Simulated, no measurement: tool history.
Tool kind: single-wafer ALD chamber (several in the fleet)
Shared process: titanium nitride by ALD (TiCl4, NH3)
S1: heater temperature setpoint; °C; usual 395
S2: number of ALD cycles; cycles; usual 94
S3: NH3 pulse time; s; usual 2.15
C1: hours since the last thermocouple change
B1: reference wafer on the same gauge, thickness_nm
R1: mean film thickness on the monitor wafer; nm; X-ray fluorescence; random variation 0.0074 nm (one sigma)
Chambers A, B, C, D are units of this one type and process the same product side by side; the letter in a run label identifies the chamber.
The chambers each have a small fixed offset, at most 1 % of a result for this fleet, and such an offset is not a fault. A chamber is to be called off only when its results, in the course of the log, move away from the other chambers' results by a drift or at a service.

run	hour	S1	S2	S3	C1	B1	R1
1A	5.0	395	94	2.15	1184.7	2.1888	2.0689
2B	10.7	395	94	2.15	293.3	2.1896	2.0746
3D	16.9	395	94	2.15	1084.7	2.1896	2.0696
4C	20.4	395	94	2.15	146.6	2.1909	2.0622
5D	26.8	395	94	2.15	1094.6	2.1900	2.0686
6A	31.3	395	94	2.15	1211.0	2.1912	2.0695
7B	37.2	387	84	2.15	319.8	2.1879	1.8276
8C	43.1	387	84	2.15	169.3	2.1890	1.8368
9D	46.7	387	84	2.15	1114.5	2.1896	1.8342
10A	51.8	387	84	2.15	1231.5	2.1912	1.8224
11B	55.7	395	86	2.87	338.3	2.1918	1.9296
12C	59.2	395	86	2.87	185.4	2.1912	1.9072
13B	62.6	395	86	2.87	345.2	2.1904	1.9180
14D	67.8	395	86	2.87	1135.6	2.1892	1.9201
15C	70.9	395	94	2.15	197.1	2.1906	2.0674
16A	76.2	395	94	2.15	1255.9	2.1888	2.0598
17B	81.0	395	94	2.15	363.6	2.1907	2.0766
18C	85.5	395	94	2.15	211.7	2.1886	2.0611
19A	89.3	395	94	2.15	1269.0	2.1892	2.0559
20D	95.2	395	94	2.15	1163.0	2.1883	2.0855
21D	100.2	395	94	2.15	1168.0	2.1899	2.0797
# hour 104.0: chamber D: thermocouple changed; heater temperature recalibrated
22C	104.4	409	94	2.15	230.6	2.1919	2.0829
23B	109.9	409	94	2.15	392.5	2.1914	2.0896
24A	113.2	409	94	2.15	1292.9	2.1900	2.0646
25D	117.5	409	94	2.15	13.6	2.1882	2.0806
26A	121.4	395	94	2.15	1301.1	2.1897	2.0482
27C	125.0	395	94	2.15	251.2	2.1895	2.0640
28B	129.1	395	94	2.15	411.7	2.1895	2.0667
29D	132.7	404	79	2.15	28.8	2.1891	1.7410

Predict what each chamber gives when all 4 of them run the settings below next.
30A	137.3	395	94	2.15			?
30B	137.3	395	94	2.15			?
30C	137.3	395	94	2.15			?
30D	137.3	395	94	2.15			?

run	R1
30A	2.0613
30B	2.0662
30C	2.0789
30D	2.0645

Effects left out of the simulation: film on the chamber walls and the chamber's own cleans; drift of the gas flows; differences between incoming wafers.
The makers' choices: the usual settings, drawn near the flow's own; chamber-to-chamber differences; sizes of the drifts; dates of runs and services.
